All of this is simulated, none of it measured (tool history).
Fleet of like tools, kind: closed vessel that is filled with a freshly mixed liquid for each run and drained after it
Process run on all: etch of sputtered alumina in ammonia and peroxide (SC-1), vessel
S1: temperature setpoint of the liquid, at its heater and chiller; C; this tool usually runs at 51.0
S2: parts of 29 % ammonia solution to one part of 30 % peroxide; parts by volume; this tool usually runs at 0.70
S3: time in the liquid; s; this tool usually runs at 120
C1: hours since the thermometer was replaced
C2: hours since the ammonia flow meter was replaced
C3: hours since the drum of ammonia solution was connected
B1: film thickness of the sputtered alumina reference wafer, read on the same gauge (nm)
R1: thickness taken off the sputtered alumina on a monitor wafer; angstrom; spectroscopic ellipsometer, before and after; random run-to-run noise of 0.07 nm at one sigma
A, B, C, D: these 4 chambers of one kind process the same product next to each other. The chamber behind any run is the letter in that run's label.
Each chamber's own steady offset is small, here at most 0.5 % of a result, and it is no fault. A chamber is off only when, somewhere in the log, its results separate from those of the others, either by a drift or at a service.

run	hour	S1	S2	S3	C1	C2	C3	B1	R1
1D	15.4	51.0	0.70	120	1982.7	1082.8	662.8	59.998	72.420
# hour 20.2: chamber D: thermometer replaced
2A	22.9	51.0	0.70	120	900.0	92.6	491.3	60.002	72.202
3C	32.4	51.0	0.70	120	618.5	158.6	713.1	59.979	71.473
4B	46.3	51.0	0.70	120	468.5	277.1	474.6	60.016	70.913
# hour 54.8: chamber B: thermometer replaced
5A	55.6	51.0	0.70	120	932.7	125.3	524.0	60.015	71.130
6C	70.8	51.0	0.70	120	656.9	197.0	751.5	59.967	71.445
7B	79.2	51.0	0.70	120	24.5	310.0	507.5	59.999	69.930
8D	87.9	51.0	0.70	120	67.8	1155.3	735.3	59.992	71.248
9A	98.3	51.0	0.70	120	975.4	168.0	566.7	60.008	70.627
# hour 98.8: chamber B: new drum of ammonia solution connected
10C	107.5	51.0	0.70	120	693.6	233.7	788.2	59.999	70.604
# hour 111.0: chamber D: new drum of ammonia solution connected
11D	122.3	51.0	0.70	120	102.2	1189.7	11.3	59.994	71.426
12B	129.6	51.0	0.70	120	74.9	360.4	30.9	59.971	69.829
13D	138.5	51.0	0.70	120	118.4	1205.9	27.5	60.023	70.711
14C	153.3	51.0	0.70	120	739.4	279.5	834.0	59.983	70.087
15B	168.6	51.0	0.70	120	113.9	399.4	69.9	59.978	70.374
16A	180.1	51.0	0.80	70	1057.2	249.8	648.5	60.006	41.749
# hour 186.8: chamber C: new drum of ammonia solution connected
17B	190.3	51.0	0.80	70	135.6	421.1	91.6	60.001	41.783
18C	203.1	51.0	0.80	70	789.2	329.3	16.4	60.000	42.065
19D	210.0	51.0	0.80	70	189.9	1277.4	99.0	59.989	42.956
20A	222.0	51.0	0.70	120	1099.1	291.7	690.4	60.000	71.598
21A	237.7	59.5	0.35	120	1114.8	307.4	706.1	60.007	105.730
22B	246.9	59.5	0.35	120	192.2	477.7	148.2	59.999	101.780
# hour 248.6: chamber A: new drum of ammonia solution connected
23D	259.6	59.5	0.35	120	239.5	1327.0	148.6	59.997	107.220
24C	267.3	59.5	0.35	120	853.4	393.5	80.6	60.032	105.610
25D	275.1	51.0	0.70	120	255.0	1342.5	164.1	59.992	72.491
# hour 281.0: chamber C: thermometer replaced
26B	284.2	51.0	0.70	120	229.5	515.0	185.5	59.993	70.635
27C	298.1	51.0	0.70	120	17.1	424.3	111.4	60.011	69.760
28A	305.8	42.5	0.70	155	1182.9	375.5	57.3	59.993	57.230
29C	317.2	42.5	0.70	155	36.2	443.4	130.5	60.001	56.907
30D	332.5	42.5	0.70	155	312.4	1399.9	221.5	59.979	57.792

Does one chamber stand apart from the rest, does the shared gauge drift, or is all well apart from small per-chamber offsets? Give the chamber and the most likely cause, where there is one.

The fleet is healthy, with each chamber sitting at its usual small offset and no drift in the gauge.

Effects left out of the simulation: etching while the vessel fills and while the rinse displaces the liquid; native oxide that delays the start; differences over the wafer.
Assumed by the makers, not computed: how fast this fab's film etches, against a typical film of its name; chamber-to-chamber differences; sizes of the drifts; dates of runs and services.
